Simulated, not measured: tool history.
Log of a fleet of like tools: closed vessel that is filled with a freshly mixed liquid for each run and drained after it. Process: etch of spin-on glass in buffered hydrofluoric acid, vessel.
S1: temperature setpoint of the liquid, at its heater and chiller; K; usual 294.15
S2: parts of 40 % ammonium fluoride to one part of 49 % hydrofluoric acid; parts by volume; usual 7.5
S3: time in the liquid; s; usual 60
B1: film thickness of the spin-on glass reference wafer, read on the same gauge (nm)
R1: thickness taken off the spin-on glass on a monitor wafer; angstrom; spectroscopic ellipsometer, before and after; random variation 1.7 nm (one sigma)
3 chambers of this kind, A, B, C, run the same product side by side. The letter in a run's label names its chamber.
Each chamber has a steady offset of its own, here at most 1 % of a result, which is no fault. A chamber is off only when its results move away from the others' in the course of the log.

Run 1B, day 0.396: usual settings; B1 49.975. Result: R1 3233.3 angstrom.
Run 2C, day 0.812: usual settings; B1 49.988. Result: R1 3200.1 angstrom.
Run 3A, day 1.258: usual settings; B1 50.028. Result: R1 3243.4 angstrom.
At day 1.629: chamber A: hydrofluoric acid flow meter replaced.
Run 4A, day 1.708: usual settings; B1 50.032. Result: R1 3254.4 angstrom.
Run 5B, day 2.162: usual settings but S2 9.5 parts by volume; B1 49.983. Result: R1 2604.1 angstrom.
Run 6C, day 2.438: usual settings but S2 9.5 parts by volume; B1 49.970. Result: R1 2554.8 angstrom.
Run 7C, day 2.975: usual settings but S2 9.5 parts by volume; B1 50.032. Result: R1 2573.9 angstrom.
Run 8A, day 3.212: usual settings; B1 50.010. Result: R1 3253.1 angstrom.
Run 9B, day 3.512: usual settings; B1 50.003. Result: R1 3260.9 angstrom.
Run 10C, day 3.800: usual settings; B1 49.987. Result: R1 3180.4 angstrom.
At day 3.900: chamber A: thermometer replaced.
Run 11B, day 4.225: usual settings but S1 296.15 K, S3 80 s; B1 49.993. Result: R1 4813.0 angstrom.
Run 12A, day 4.758: usual settings but S1 296.15 K, S3 80 s; B1 49.998. Result: R1 4851.6 angstrom.
At day 4.850: chamber C: hydrofluoric acid flow meter replaced.
Run 13C, day 5.188: usual settings but S1 296.15 K, S3 80 s; B1 50.001. Result: R1 4756.5 angstrom.
Run 14A, day 5.458: usual settings; B1 50.008. Result: R1 3233.0 angstrom.
Run 15B, day 5.979: usual settings; B1 49.949. Result: R1 3246.0 angstrom.
Run 16C, day 6.412: usual settings but S1 290.15 K; B1 50.023. Result: R1 2530.2 angstrom.
Run 17B, day 6.867: usual settings but S1 290.15 K; B1 49.988. Result: R1 2602.5 angstrom.
Run 18A, day 7.388: usual settings but S1 290.15 K; B1 49.984. Result: R1 2596.5 angstrom.
Run 19C, day 7.829: usual settings; B1 50.013. Result: R1 3183.5 angstrom.
Run 20B, day 8.192: usual settings but S1 291.15 K, S3 90 s; B1 50.008. Result: R1 4123.2 angstrom.
Run 21A, day 8.662: usual settings but S1 291.15 K, S3 90 s; B1 50.030. Result: R1 4109.8 angstrom.
Run 22C, day 9.092: usual settings but S1 291.15 K, S3 90 s; B1 49.994. Result: R1 3973.3 angstrom.
Run 23B, day 9.504: usual settings; B1 50.009. Result: R1 3263.2 angstrom.
Run 24A, day 9.800: usual settings; B1 49.961. Result: R1 3252.4 angstrom.
Run 25A, day 10.158: usual settings; B1 49.979. Result: R1 3273.9 angstrom.
Run 26B, day 10.688: usual settings; B1 50.002. Result: R1 3241.5 angstrom.
Run 27C, day 11.062: usual settings but S1 291.15 K, S3 75 s; B1 50.011. Result: R1 3283.8 angstrom.
Run 28A, day 11.492: usual settings but S1 291.15 K, S3 75 s; B1 49.962. Result: R1 3437.3 angstrom.
Run 29B, day 11.933: usual settings but S1 291.15 K, S3 75 s; B1 50.005. Result: R1 3441.2 angstrom.
Run 30C, day 12.217: usual settings but S1 296.65 K, S3 40 s; B1 50.000. Result: R1 2399.2 angstrom.
Run 31C, day 12.704: usual settings but S1 296.65 K, S3 40 s; B1 49.985. Result: R1 2377.8 angstrom.
Run 32A, day 13.096: usual settings but S1 296.65 K, S3 40 s; B1 49.949. Result: R1 2489.1 angstrom.
Run 33B, day 13.571: usual settings but S1 297.65 K, S3 40 s; B1 49.998. Result: R1 2635.0 angstrom.
Run 34C, day 13.850: usual settings but S1 297.65 K, S3 40 s; B1 49.997. Result: R1 2501.2 angstrom.
Run 35B, day 14.362: usual settings but S1 297.65 K, S3 40 s; B1 49.995. Result: R1 2623.1 angstrom.
Run 36A, day 14.704: usual settings but S1 298.15 K; B1 49.996. Result: R1 4057.9 angstrom.

Next, every chamber runs the same settings. What will each give?
Run 37A, day 15.096: usual settings but S1 291.65 K. Result: R1 ?.
Run 37B, day 15.096: usual settings but S1 291.65 K. Result: R1 ?.
Run 37C, day 15.096: usual settings but S1 291.65 K. Result: R1 ?.

run      R1
37A  2812.5
37B  2847.8
37C  2632.9
